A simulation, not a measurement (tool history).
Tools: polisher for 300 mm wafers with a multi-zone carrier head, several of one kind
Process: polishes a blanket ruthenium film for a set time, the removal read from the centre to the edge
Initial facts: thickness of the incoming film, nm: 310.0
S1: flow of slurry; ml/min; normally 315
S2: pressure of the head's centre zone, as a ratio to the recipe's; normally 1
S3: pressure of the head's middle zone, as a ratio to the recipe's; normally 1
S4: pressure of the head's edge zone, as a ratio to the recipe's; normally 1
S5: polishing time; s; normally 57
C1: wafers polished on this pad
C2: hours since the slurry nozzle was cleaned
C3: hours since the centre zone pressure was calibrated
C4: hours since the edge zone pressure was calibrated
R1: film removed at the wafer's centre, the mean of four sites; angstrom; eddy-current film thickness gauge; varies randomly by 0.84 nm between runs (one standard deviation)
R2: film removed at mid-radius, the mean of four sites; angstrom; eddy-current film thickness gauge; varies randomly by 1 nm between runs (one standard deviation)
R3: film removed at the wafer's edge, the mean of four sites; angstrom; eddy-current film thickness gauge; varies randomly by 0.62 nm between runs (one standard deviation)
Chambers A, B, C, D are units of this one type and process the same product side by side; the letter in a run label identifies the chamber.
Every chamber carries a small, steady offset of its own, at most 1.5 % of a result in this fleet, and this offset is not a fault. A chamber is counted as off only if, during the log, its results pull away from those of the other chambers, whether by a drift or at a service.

run   hour   S1    S2    S3  S4  S5    C1     C2      C3     C4      R1      R2      R3
 1B   11.3  315     1     1   1  57   899    132    19.4  512.9  760.74  754.95  764.25
      14.3  -- chamber D: worn pad replaced by a new one
      21.7  -- chamber B: worn pad replaced by a new one
 2A   23.1  315     1     1   1  57   759    570   874.1  597.3  759.74  771.52  763.54
 3C   35.3  315     1     1   1  57   727  106.9   706.4  648.2  766.47  760.05  760.37
 4D   50.9  315     1     1   1  57   440    335   221.1    256  763.06  771.24  760.74
      52.9  -- chamber A: worn pad replaced by a new one
 5D     65  315     1     1   1  57   609  349.1   235.2  270.1  757.43  789.36  769.81
 6B   78.6  315  0.93  1.07   1  57   683  199.3    86.7  580.2  697.49  812.86  764.94
        92  -- chamber A: slurry nozzle cleaned
 7C   92.5  315  0.93  1.07   1  57  1413  164.1   763.6  705.4  699.23  821.76  759.56
      95.1  -- chamber B: worn pad replaced by a new one
      95.6  -- chamber D: worn pad replaced by a new one
 8A  105.8  315  0.93  1.07   1  57   635   13.9   956.8    680  705.77  787.68  745.88
 9B  116.2  315  0.93  1.07   1  57   254  236.9   124.3  617.8  705.52  803.13  771.91
10A  125.2  315     1     1   1  57   868   33.3   976.2  699.4   764.5   755.1  760.18
     132.8  -- chamber A: centre zone pressure recalibrated
11D  132.9  315     1     1   1  57   448    417   303.1    338  766.73  773.64  765.78
     135.4  -- chamber A: worn pad replaced by a new one
12C  145.6  240     1     1   1  57  2050  217.2   816.7  758.5  723.44  721.28  732.11
13C    158  240     1     1   1  57  2199  229.6   829.1  770.9  712.53  728.14  730.42
     158.8  -- chamber C: edge zone pressure recalibrated
14A  172.9  240     1     1   1  57   450     81    40.2  747.1  745.45  726.77  750.74
15B  183.9  240     1     1   1  57  1066  304.6     192  685.5  740.69  754.81  741.48
     184.2  -- chamber D: worn pad replaced by a new one
     184.8  -- chamber B: worn pad replaced by a new one
16D  192.3  315     1     1   1  57    97  476.4   362.5  397.4  772.76  783.38  763.89
17C  203.6  315     1     1   1  57  2747  275.2   874.7   44.8  739.74  727.69   728.9
18B    215  315     1     1   1  57   362  335.7   223.1  716.6  757.95  744.78  766.99
     217.6  -- chamber A: worn pad replaced by a new one
19A  227.1  315     1     1   1  57   115  135.2    94.4  801.3  753.51  755.34  768.41
20D  236.1  315     1     1   1  57   623  520.2   406.3  441.2   760.2  751.75  767.95
21A  248.8  315     1     1   1  57   375  156.9   116.1    823  763.11  772.18  760.46
     259.6  -- chamber B: worn pad replaced by a new one
22B  261.8  315     1     1   1  57    26  382.5   269.9  763.4  767.21  765.82  761.07
23C    276  315     1     1   1  57  3615  347.6   947.1  117.2  725.42  716.83  714.74
     280.8  -- chamber D: worn pad replaced by a new one
24D  289.2  315     1     1   1  57   101  573.3   459.4  494.3   772.8  773.14  755.09
25C    300  315     1     1   1  57  3903  371.6   971.1  141.2  707.37  740.51  718.21
       302  -- chamber B: edge zone pressure recalibrated
     308.9  -- chamber A: worn pad replaced by a new one
26D  314.8  315     1     1   1  57   408  598.9     485  519.9  748.22  779.36  770.53
27A    324  315     1     1   1  57   181  232.1   191.3  898.2  753.23  762.67  765.76
28B  333.2  315     1     1   1  57   883  453.9   341.3   31.2  767.88  764.95  766.56
     335.2  -- chamber B: worn pad replaced by a new one
29C  347.5  315     1     1   1  57  4474  419.1  1018.6  188.7  708.56  721.38  715.57
30B  358.9  315     1     1   1  57   284  479.6     367   56.9  761.86  777.25  760.36
     370.8  -- chamber D: worn pad replaced by a new one
31A  371.3  315     1     1   1  57   749  279.4   238.6  945.5  769.68  751.92  762.55
32D  384.4  315     1     1   1  57   163  668.5   554.6  589.5  760.04  764.62   763.4
     386.1  -- chamber A: worn pad replaced by a new one
33D  400.1  390     1     1   1  57   352  684.2   570.3  605.2  769.55  783.67  779.48
34A  416.1  390     1     1   1  57   360  324.2   283.4  990.3  775.71  788.13  768.75
     420.6  -- chamber B: worn pad replaced by a new one
35B  431.6  390     1     1   1  57   132  552.3   439.7  129.6  768.57  759.42  778.41

Next, every chamber runs the same settings. What will each give?
36A  443.2  315   1   1   1  57                   ?   ?   ?
36B  443.2  315   1   1   1  57                   ?   ?   ?
36C  443.2  315   1   1   1  57                   ?   ?   ?
36D  443.2  315   1   1   1  57                   ?   ?   ?

run      R1      R2      R3
36A  762.03  761.86  763.48
36B  774.08  762.26  766.82
36C  690.66  723.09  697.34
36D  751.23  768.25  758.41
